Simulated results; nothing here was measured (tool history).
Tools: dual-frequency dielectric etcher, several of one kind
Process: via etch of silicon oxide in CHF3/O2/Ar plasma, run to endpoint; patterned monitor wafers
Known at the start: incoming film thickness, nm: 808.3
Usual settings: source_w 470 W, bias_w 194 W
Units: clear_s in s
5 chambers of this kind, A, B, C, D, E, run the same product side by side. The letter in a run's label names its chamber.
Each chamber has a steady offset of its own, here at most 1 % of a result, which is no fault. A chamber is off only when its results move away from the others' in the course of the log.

{"run": "1B", "hour": 11.3, "source_w": 470, "bias_w": 194, "clear_s": 436.61}
{"run": "2A", "hour": 19.2, "source_w": 470, "bias_w": 194, "clear_s": 434.91}
{"run": "3E", "hour": 25.1, "source_w": 470, "bias_w": 194, "clear_s": 431.9}
{"run": "4D", "hour": 31.2, "source_w": 470, "bias_w": 194, "clear_s": 432.08}
{"run": "5C", "hour": 40.0, "source_w": 470, "bias_w": 194, "clear_s": 440.03}
{"run": "6E", "hour": 45.8, "source_w": 370, "bias_w": 177, "clear_s": 491.73}
{"run": "7D", "hour": 54.9, "source_w": 370, "bias_w": 177, "clear_s": 486.83}
{"run": "8B", "hour": 66.5, "source_w": 370, "bias_w": 177, "clear_s": 498.89}
{"run": "9C", "hour": 78.3, "source_w": 370, "bias_w": 177, "clear_s": 497.23}
{"run": "10A", "hour": 85.0, "source_w": 370, "bias_w": 177, "clear_s": 494.97}
{"run": "11D", "hour": 95.8, "source_w": 430, "bias_w": 194, "clear_s": 451.63}
{"run": "12E", "hour": 107.2, "source_w": 430, "bias_w": 194, "clear_s": 451.84}
{"run": "13C", "hour": 113.2, "source_w": 430, "bias_w": 194, "clear_s": 461.48}
{"hour": 114.4, "done": "chamber A: wet clean of the chamber"}
{"run": "14B", "hour": 119.2, "source_w": 430, "bias_w": 194, "clear_s": 453.97}
{"run": "15A", "hour": 125.6, "source_w": 430, "bias_w": 194, "clear_s": 450.4}
{"run": "16B", "hour": 134.7, "source_w": 470, "bias_w": 194, "clear_s": 433.37}
{"run": "17C", "hour": 140.8, "source_w": 470, "bias_w": 194, "clear_s": 440.05}
{"run": "18E", "hour": 149.2, "source_w": 570, "bias_w": 194, "clear_s": 399.22}
{"run": "19D", "hour": 159.7, "source_w": 570, "bias_w": 194, "clear_s": 411.41}
{"run": "20A", "hour": 164.9, "source_w": 570, "bias_w": 194, "clear_s": 407.34}
{"run": "21D", "hour": 172.1, "source_w": 570, "bias_w": 194, "clear_s": 408.95}
{"run": "22E", "hour": 183.6, "source_w": 570, "bias_w": 194, "clear_s": 402.38}
{"run": "23A", "hour": 193.3, "source_w": 470, "bias_w": 194, "clear_s": 437.62}
{"run": "24B", "hour": 199.8, "source_w": 470, "bias_w": 194, "clear_s": 435.76}
{"run": "25C", "hour": 208.5, "source_w": 470, "bias_w": 194, "clear_s": 441.73}
{"run": "26E", "hour": 218.7, "source_w": 470, "bias_w": 194, "clear_s": 438.46}
{"run": "27A", "hour": 227.9, "source_w": 560, "bias_w": 166, "clear_s": 431.57}
{"run": "28C", "hour": 237.7, "source_w": 560, "bias_w": 166, "clear_s": 431.11}
{"hour": 239.7, "done": "chamber E: wet clean of the chamber"}
{"run": "29D", "hour": 245.9, "source_w": 560, "bias_w": 166, "clear_s": 445.87}
{"run": "30B", "hour": 252.4, "source_w": 560, "bias_w": 166, "clear_s": 432.69}
{"run": "31A", "hour": 261.0, "source_w": 560, "bias_w": 166, "clear_s": 431.06}
{"run": "32C", "hour": 271.6, "source_w": 380, "bias_w": 150, "clear_s": 521.79}
{"run": "33D", "hour": 283.3, "source_w": 380, "bias_w": 150, "clear_s": 540.87}
{"run": "34B", "hour": 290.6, "source_w": 380, "bias_w": 150, "clear_s": 516.21}
{"run": "35E", "hour": 298.3, "source_w": 380, "bias_w": 150, "clear_s": 517.42}
{"run": "36E", "hour": 309.6, "source_w": 380, "bias_w": 150, "clear_s": 517.93}
{"run": "37D", "hour": 316.3, "source_w": 470, "bias_w": 194, "clear_s": 453.68}
{"run": "38A", "hour": 323.1, "source_w": 470, "bias_w": 194, "clear_s": 441.86}
{"run": "39B", "hour": 328.6, "source_w": 470, "bias_w": 194, "clear_s": 436.07}

All 5 chambers run these settings next. Forecast each chamber's results:
{"run": "40A", "hour": 337.1, "source_w": 470, "bias_w": 194, "clear_s": "?"}
{"run": "40B", "hour": 337.1, "source_w": 470, "bias_w": 194, "clear_s": "?"}
{"run": "40C", "hour": 337.1, "source_w": 470, "bias_w": 194, "clear_s": "?"}
{"run": "40D", "hour": 337.1, "source_w": 470, "bias_w": 194, "clear_s": "?"}
{"run": "40E", "hour": 337.1, "source_w": 470, "bias_w": 194, "clear_s": "?"}

run=40A clear_s=440.46
run=40B clear_s=441.14
run=40C clear_s=437.93
run=40D clear_s=455.22
run=40E clear_s=436.36
